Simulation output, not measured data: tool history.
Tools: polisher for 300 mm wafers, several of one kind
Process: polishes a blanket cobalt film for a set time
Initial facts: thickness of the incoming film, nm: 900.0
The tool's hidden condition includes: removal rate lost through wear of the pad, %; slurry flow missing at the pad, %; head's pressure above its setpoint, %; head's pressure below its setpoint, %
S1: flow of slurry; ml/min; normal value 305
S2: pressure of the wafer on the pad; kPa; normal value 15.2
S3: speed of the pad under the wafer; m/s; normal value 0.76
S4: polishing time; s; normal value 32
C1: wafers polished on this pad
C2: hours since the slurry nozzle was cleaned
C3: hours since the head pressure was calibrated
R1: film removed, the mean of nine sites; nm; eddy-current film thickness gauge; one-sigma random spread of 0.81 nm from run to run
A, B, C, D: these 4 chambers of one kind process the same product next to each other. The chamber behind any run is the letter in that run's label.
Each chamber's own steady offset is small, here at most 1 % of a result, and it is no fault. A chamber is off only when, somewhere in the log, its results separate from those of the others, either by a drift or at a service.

run 1C hour=12.3 | S1=305 S2=15.2 S3=0.76 S4=32 | C1=464 C2=505.5 C3=177.7 | R1=115.230
run 2D hour=20.6 | S1=305 S2=15.2 S3=0.76 S4=32 | C1=755 C2=168.3 C3=729.2 | R1=116.650
run 3B hour=35.0 | S1=305 S2=15.2 S3=0.76 S4=32 | C1=680 C2=88.7 C3=141.2 | R1=117.750
run 4A hour=50.5 | S1=305 S2=15.2 S3=0.76 S4=32 | C1=1161 C2=273.9 C3=445.0 | R1=115.900
-- hour=54.4 chamber D: worn pad replaced by a new one
run 5C hour=62.2 | S1=305 S2=15.2 S3=0.76 S4=32 | C1=1160 C2=555.4 C3=227.6 | R1=116.210
-- hour=64.6 chamber D: head pressure recalibrated
-- hour=66.7 chamber C: slurry nozzle cleaned
-- hour=69.6 chamber A: worn pad replaced by a new one
run 6B hour=71.1 | S1=305 S2=15.2 S3=0.76 S4=32 | C1=1184 C2=124.8 C3=177.3 | R1=116.510
-- hour=73.6 chamber B: worn pad replaced by a new one
run 7A hour=79.2 | S1=305 S2=15.2 S3=0.76 S4=32 | C1=134 C2=302.6 C3=473.7 | R1=115.030
-- hour=84.8 chamber C: worn pad replaced by a new one
run 8D hour=92.5 | S1=305 S2=15.2 S3=0.76 S4=29 | C1=532 C2=240.2 C3=28.0 | R1=105.530
-- hour=98.4 chamber C: head pressure recalibrated
run 9C hour=100.1 | S1=305 S2=15.2 S3=0.76 S4=29 | C1=213 C2=33.5 C3=1.8 | R1=104.580
-- hour=115.7 chamber A: slurry nozzle cleaned
run 10A hour=115.7 | S1=305 S2=15.2 S3=0.76 S4=29 | C1=644 C2=0.0 C3=510.2 | R1=106.590
run 11B hour=128.9 | S1=305 S2=15.2 S3=0.76 S4=29 | C1=772 C2=182.6 C3=235.1 | R1=106.420
-- hour=142.3 chamber D: worn pad replaced by a new one
run 12D hour=143.9 | S1=305 S2=15.2 S3=0.76 S4=32 | C1=23 C2=291.6 C3=79.4 | R1=117.110
-- hour=152.5 chamber A: worn pad replaced by a new one
run 13D hour=158.5 | S1=305 S2=15.2 S3=0.76 S4=32 | C1=226 C2=306.2 C3=94.0 | R1=116.140
-- hour=160.0 chamber B: worn pad replaced by a new one
run 14B hour=169.0 | S1=305 S2=15.2 S3=0.76 S4=32 | C1=126 C2=222.7 C3=275.2 | R1=116.940
run 15C hour=176.2 | S1=305 S2=15.2 S3=0.76 S4=32 | C1=1276 C2=109.6 C3=77.9 | R1=114.200
run 16A hour=185.1 | S1=305 S2=15.2 S3=0.76 S4=25 | C1=456 C2=69.4 C3=579.6 | R1=90.419
-- hour=189.3 chamber C: worn pad replaced by a new one
run 17C hour=197.1 | S1=305 S2=15.2 S3=0.76 S4=25 | C1=109 C2=130.5 C3=98.8 | R1=90.032
run 18B hour=205.9 | S1=305 S2=15.2 S3=0.76 S4=25 | C1=641 C2=259.6 C3=312.1 | R1=91.460
run 19A hour=219.6 | S1=305 S2=15.2 S3=0.76 S4=25 | C1=937 C2=103.9 C3=614.1 | R1=91.098
run 20D hour=227.8 | S1=305 S2=15.2 S3=0.76 S4=32 | C1=1194 C2=375.5 C3=163.3 | R1=115.180
-- hour=239.1 chamber D: worn pad replaced by a new one
-- hour=241.1 chamber A: worn pad replaced by a new one
run 21D hour=241.2 | S1=305 S2=15.2 S3=0.76 S4=32 | C1=29 C2=388.9 C3=176.7 | R1=116.530
-- hour=247.4 chamber B: worn pad replaced by a new one
run 22A hour=248.1 | S1=305 S2=15.2 S3=0.76 S4=32 | C1=98 C2=132.4 C3=642.6 | R1=117.860
run 23C hour=259.8 | S1=305 S2=15.2 S3=0.76 S4=32 | C1=985 C2=193.2 C3=161.5 | R1=115.830
run 24B hour=267.1 | S1=305 S2=15.2 S3=0.76 S4=32 | C1=275 C2=320.8 C3=373.3 | R1=116.780
run 25A hour=276.9 | S1=305 S2=15.2 S3=0.76 S4=32 | C1=501 C2=161.2 C3=671.4 | R1=117.660
run 26B hour=291.3 | S1=305 S2=15.2 S3=0.76 S4=32 | C1=613 C2=345.0 C3=397.5 | R1=118.660
-- hour=291.9 chamber C: worn pad replaced by a new one
run 27C hour=306.3 | S1=305 S2=15.2 S3=0.76 S4=32 | C1=201 C2=239.7 C3=208.0 | R1=116.860
run 28D hour=315.0 | S1=305 S2=15.2 S3=0.76 S4=32 | C1=1059 C2=462.7 C3=250.5 | R1=116.240
-- hour=320.8 chamber D: slurry nozzle cleaned
-- hour=323.6 chamber D: worn pad replaced by a new one
run 29D hour=326.7 | S1=305 S2=15.2 S3=0.76 S4=32 | C1=43 C2=5.9 C3=262.2 | R1=117.640
run 30B hour=341.2 | S1=305 S2=15.2 S3=0.76 S4=32 | C1=1310 C2=394.9 C3=447.4 | R1=117.430
-- hour=344.1 chamber A: worn pad replaced by a new one
run 31A hour=349.4 | S1=305 S2=15.2 S3=0.76 S4=32 | C1=74 C2=233.7 C3=743.9 | R1=115.900
-- hour=352.0 chamber B: worn pad replaced by a new one
run 32C hour=359.4 | S1=305 S2=15.2 S3=0.76 S4=32 | C1=942 C2=292.8 C3=261.1 | R1=116.370
-- hour=370.3 chamber C: head pressure recalibrated
run 33A hour=370.6 | S1=305 S2=15.2 S3=0.76 S4=32 | C1=370 C2=254.9 C3=765.1 | R1=116.670
run 34B hour=382.3 | S1=305 S2=15.2 S3=0.76 S4=32 | C1=423 C2=436.0 C3=488.5 | R1=116.540
-- hour=392.4 chamber C: worn pad replaced by a new one
run 35C hour=393.1 | S1=305 S2=15.2 S3=0.76 S4=32 | C1=10 C2=326.5 C3=22.8 | R1=116.040
run 36D hour=400.3 | S1=305 S2=15.2 S3=0.76 S4=32 | C1=1071 C2=79.5 C3=335.8 | R1=115.440
-- hour=409.0 chamber D: worn pad replaced by a new one
run 37B hour=411.4 | S1=305 S2=15.2 S3=0.76 S4=32 | C1=829 C2=465.1 C3=517.6 | R1=116.790
run 38C hour=418.2 | S1=305 S2=15.2 S3=0.76 S4=32 | C1=360 C2=351.6 C3=47.9 | R1=116.750
run 39A hour=425.6 | S1=305 S2=15.2 S3=0.76 S4=32 | C1=1138 C2=309.9 C3=820.1 | R1=115.330
run 40D hour=434.5 | S1=305 S2=15.2 S3=0.76 S4=32 | C1=356 C2=113.7 C3=370.0 | R1=117.180
-- hour=434.8 chamber A: worn pad replaced by a new one
-- hour=439.7 chamber B: head pressure recalibrated
-- hour=440.2 chamber B: worn pad replaced by a new one
run 41B hour=443.7 | S1=305 S2=15.2 S3=0.76 S4=32 | C1=49 C2=497.4 C3=4.0 | R1=117.940
run 42C hour=455.7 | S1=305 S2=15.2 S3=0.76 S4=32 | C1=884 C2=389.1 C3=85.4 | R1=116.450
run 43D hour=467.4 | S1=305 S2=15.2 S3=0.76 S4=32 | C1=815 C2=146.6 C3=402.9 | R1=116.470
run 44A hour=475.4 | S1=305 S2=15.2 S3=0.76 S4=32 | C1=567 C2=359.7 C3=869.9 | R1=116.790

Next, every chamber runs the same settings. What will each give?
run 45A hour=486.6 | S1=305 S2=20.7 S3=0.76 S4=32 | R1=?
run 45B hour=486.6 | S1=305 S2=20.7 S3=0.76 S4=32 | R1=?
run 45C hour=486.6 | S1=305 S2=20.7 S3=0.76 S4=32 | R1=?
run 45D hour=486.6 | S1=305 S2=20.7 S3=0.76 S4=32 | R1=?

run=45A R1=159.080
run=45B R1=160.980
run=45C R1=156.060
run=45D R1=159.190
